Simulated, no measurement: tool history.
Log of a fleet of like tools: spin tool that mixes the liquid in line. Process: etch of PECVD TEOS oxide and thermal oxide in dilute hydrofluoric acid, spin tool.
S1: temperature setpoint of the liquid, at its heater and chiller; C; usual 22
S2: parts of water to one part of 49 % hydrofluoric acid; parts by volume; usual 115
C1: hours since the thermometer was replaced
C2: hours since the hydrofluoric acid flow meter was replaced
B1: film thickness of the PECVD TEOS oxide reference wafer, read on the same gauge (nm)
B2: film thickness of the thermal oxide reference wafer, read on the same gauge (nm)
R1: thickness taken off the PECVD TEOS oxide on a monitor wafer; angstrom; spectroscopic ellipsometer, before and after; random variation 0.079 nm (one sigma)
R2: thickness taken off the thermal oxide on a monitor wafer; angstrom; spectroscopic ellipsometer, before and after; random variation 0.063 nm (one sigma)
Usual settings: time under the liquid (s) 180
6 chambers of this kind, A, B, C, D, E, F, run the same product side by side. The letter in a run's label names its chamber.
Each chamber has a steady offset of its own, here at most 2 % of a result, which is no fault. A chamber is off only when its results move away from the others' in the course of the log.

Run 1C, day 0.317: usual settings; C1 1541.1; C2 78.6; B1 89.972; B2 40.000. Result: R1 141.770 angstrom, R2 67.760 angstrom.
Run 2D, day 0.588: usual settings; C1 1057.2; C2 1101.2; B1 89.969; B2 39.994. Result: R1 142.100 angstrom, R2 67.073 angstrom.
Run 3F, day 0.929: usual settings; C1 1760.1; C2 132.5; B1 90.019; B2 40.014. Result: R1 139.300 angstrom, R2 66.608 angstrom.
Run 4B, day 1.250: usual settings; C1 386.8; C2 1132.8; B1 89.997; B2 39.978. Result: R1 139.460 angstrom, R2 66.963 angstrom.
Run 5E, day 1.600: usual settings; C1 780.9; C2 328.0; B1 90.015; B2 40.010. Result: R1 140.340 angstrom, R2 68.317 angstrom.
Run 6A, day 1.912: usual settings; C1 147.7; C2 1114.6; B1 89.987; B2 39.983. Result: R1 142.050 angstrom, R2 66.901 angstrom.
Run 7C, day 2.388: usual settings; C1 1590.8; C2 128.3; B1 90.016; B2 39.977. Result: R1 140.430 angstrom, R2 69.483 angstrom.
Run 8D, day 2.742: usual settings; C1 1108.9; C2 1152.9; B1 89.992; B2 39.981. Result: R1 141.320 angstrom, R2 67.672 angstrom.
At day 2.838: chamber D: hydrofluoric acid flow meter replaced.
Run 9F, day 3.067: usual settings; C1 1811.4; C2 183.8; B1 90.008; B2 40.004. Result: R1 139.280 angstrom, R2 66.773 angstrom.
Run 10B, day 3.525: usual settings; C1 441.4; C2 1187.4; B1 89.988; B2 39.996. Result: R1 139.230 angstrom, R2 67.887 angstrom.
Run 11A, day 3.971: usual settings; C1 197.1; C2 1164.0; B1 90.052; B2 40.046. Result: R1 142.070 angstrom, R2 67.254 angstrom.
Run 12E, day 4.529: usual settings; C1 851.2; C2 398.3; B1 89.946; B2 40.014. Result: R1 139.690 angstrom, R2 68.744 angstrom.
Run 13E, day 4.979: usual settings but S2 170 parts by volume; C1 862.0; C2 409.1; B1 89.988; B2 40.005. Result: R1 89.459 angstrom, R2 42.780 angstrom.
Run 14A, day 5.517: usual settings but S2 170 parts by volume; C1 234.2; C2 1201.1; B1 89.981; B2 40.024. Result: R1 90.309 angstrom, R2 43.146 angstrom.
Run 15C, day 6.067: usual settings but S2 170 parts by volume; C1 1679.1; C2 216.6; B1 90.018; B2 40.007. Result: R1 89.925 angstrom, R2 42.894 angstrom.
At day 6.300: chamber E: hydrofluoric acid flow meter replaced.
Run 16F, day 6.608: usual settings but S2 170 parts by volume; C1 1896.4; C2 268.8; B1 90.024; B2 40.003. Result: R1 87.897 angstrom, R2 41.932 angstrom.
Run 17D, day 7.154: usual settings but S2 170 parts by volume; C1 1214.8; C2 103.7; B1 90.010; B2 40.000. Result: R1 91.040 angstrom, R2 42.391 angstrom.
Run 18B, day 7.504: usual settings but S2 170 parts by volume; C1 536.9; C2 1282.9; B1 89.975; B2 40.008. Result: R1 90.006 angstrom, R2 43.257 angstrom.
Run 19E, day 7.821: usual settings but S2 60 parts by volume, time under the liquid (s) 230; C1 930.2; C2 36.5; B1 90.012; B2 39.985. Result: R1 360.340 angstrom, R2 173.560 angstrom.
Run 20F, day 8.321: usual settings but S2 60 parts by volume, time under the liquid (s) 230; C1 1937.5; C2 309.9; B1 90.006; B2 40.001. Result: R1 371.310 angstrom, R2 175.020 angstrom.
Run 21A, day 8.871: usual settings but S2 60 parts by volume, time under the liquid (s) 230; C1 314.7; C2 1281.6; B1 89.969; B2 40.003. Result: R1 361.190 angstrom, R2 173.050 angstrom.
Run 22D, day 9.379: usual settings but S2 60 parts by volume, time under the liquid (s) 230; C1 1268.2; C2 157.1; B1 89.995; B2 40.014. Result: R1 372.880 angstrom, R2 178.890 angstrom.
Run 23B, day 9.825: usual settings but S2 60 parts by volume, time under the liquid (s) 230; C1 592.6; C2 1338.6; B1 89.963; B2 39.999. Result: R1 361.980 angstrom, R2 176.990 angstrom.
Run 24C, day 10.317: usual settings but S2 60 parts by volume, time under the liquid (s) 230; C1 1781.1; C2 318.6; B1 90.017; B2 40.035. Result: R1 362.880 angstrom, R2 178.040 angstrom.
Run 25E, day 10.783: usual settings; C1 1001.3; C2 107.6; B1 90.024; B2 39.990. Result: R1 139.720 angstrom, R2 67.566 angstrom.
Run 26F, day 11.038: usual settings; C1 2002.7; C2 375.1; B1 90.016; B2 39.993. Result: R1 140.030 angstrom, R2 66.609 angstrom.
Run 27C, day 11.388: usual settings; C1 1806.8; C2 344.3; B1 90.017; B2 40.011. Result: R1 140.080 angstrom, R2 67.174 angstrom.
Run 28D, day 11.875: usual settings; C1 1328.1; C2 217.0; B1 89.972; B2 40.016. Result: R1 141.300 angstrom, R2 67.495 angstrom.
Run 29B, day 12.333: usual settings; C1 652.8; C2 1398.8; B1 90.005; B2 40.057. Result: R1 139.630 angstrom, R2 67.957 angstrom.
Run 30A, day 12.862: usual settings; C1 410.5; C2 1377.4; B1 89.972; B2 40.028. Result: R1 140.170 angstrom, R2 66.898 angstrom.
Run 31F, day 13.333: usual settings; C1 2057.8; C2 430.2; B1 89.965; B2 39.993. Result: R1 139.500 angstrom, R2 66.219 angstrom.
Run 32E, day 13.671: usual settings but time under the liquid (s) 105; C1 1070.6; C2 176.9; B1 89.962; B2 39.977. Result: R1 81.099 angstrom, R2 39.723 angstrom.
Run 33D, day 13.988: usual settings but time under the liquid (s) 105; C1 1378.8; C2 267.7; B1 90.017; B2 39.966. Result: R1 82.771 angstrom, R2 38.792 angstrom.
Run 34A, day 14.292: usual settings but time under the liquid (s) 105; C1 444.8; C2 1411.7; B1 90.014; B2 40.005. Result: R1 82.110 angstrom, R2 38.814 angstrom.
Run 35B, day 14.867: usual settings but time under the liquid (s) 105; C1 713.6; C2 1459.6; B1 90.053; B2 40.031. Result: R1 81.937 angstrom, R2 40.037 angstrom.
Run 36C, day 15.288: usual settings but time under the liquid (s) 105; C1 1900.4; C2 437.9; B1 89.975; B2 40.007. Result: R1 82.218 angstrom, R2 40.163 angstrom.
Run 37F, day 15.858: usual settings but time under the liquid (s) 105; C1 2118.4; C2 490.8; B1 89.991; B2 39.985. Result: R1 82.204 angstrom, R2 39.027 angstrom.
Run 38E, day 16.296: usual settings; C1 1133.6; C2 239.9; B1 89.969; B2 39.999. Result: R1 139.650 angstrom, R2 67.072 angstrom.
Run 39D, day 16.646: usual settings; C1 1442.6; C2 331.5; B1 90.014; B2 40.005. Result: R1 142.490 angstrom, R2 66.944 angstrom.
Run 40A, day 17.188: usual settings; C1 514.3; C2 1481.2; B1 90.005; B2 39.996. Result: R1 139.100 angstrom, R2 66.750 angstrom.
Run 41C, day 17.612: usual settings but S1 24 C, time under the liquid (s) 230; C1 1956.2; C2 493.7; B1 90.040; B2 40.028. Result: R1 196.200 angstrom, R2 93.627 angstrom.
Run 42B, day 18.158: usual settings but S1 24 C, time under the liquid (s) 230; C1 792.6; C2 1538.6; B1 89.994; B2 40.041. Result: R1 193.380 angstrom, R2 95.111 angstrom.
Run 43E, day 18.638: usual settings but S1 24 C, time under the liquid (s) 230; C1 1189.8; C2 296.1; B1 89.957; B2 40.013. Result: R1 193.820 angstrom, R2 93.315 angstrom.
Run 44F, day 18.996: usual settings but S1 24 C, time under the liquid (s) 230; C1 2193.7; C2 566.1; B1 90.011; B2 40.039. Result: R1 193.090 angstrom, R2 92.207 angstrom.

All 6 chambers run these settings next. Forecast each chamber's results:
Run 45A, day 19.412: usual settings but S1 26 C. Result: R1 ?, R2 ?.
Run 45B, day 19.412: usual settings but S1 26 C. Result: R1 ?, R2 ?.
Run 45C, day 19.412: usual settings but S1 26 C. Result: R1 ?, R2 ?.
Run 45D, day 19.412: usual settings but S1 26 C. Result: R1 ?, R2 ?.
Run 45E, day 19.412: usual settings but S1 26 C. Result: R1 ?, R2 ?.
Run 45F, day 19.412: usual settings but S1 26 C. Result: R1 ?, R2 ?.

run       R1      R2
45A  164.250  80.011
45B  164.140  78.042
45C  165.670  79.522
45D  167.490  78.528
45E  160.590  78.838
45F  162.240  76.305
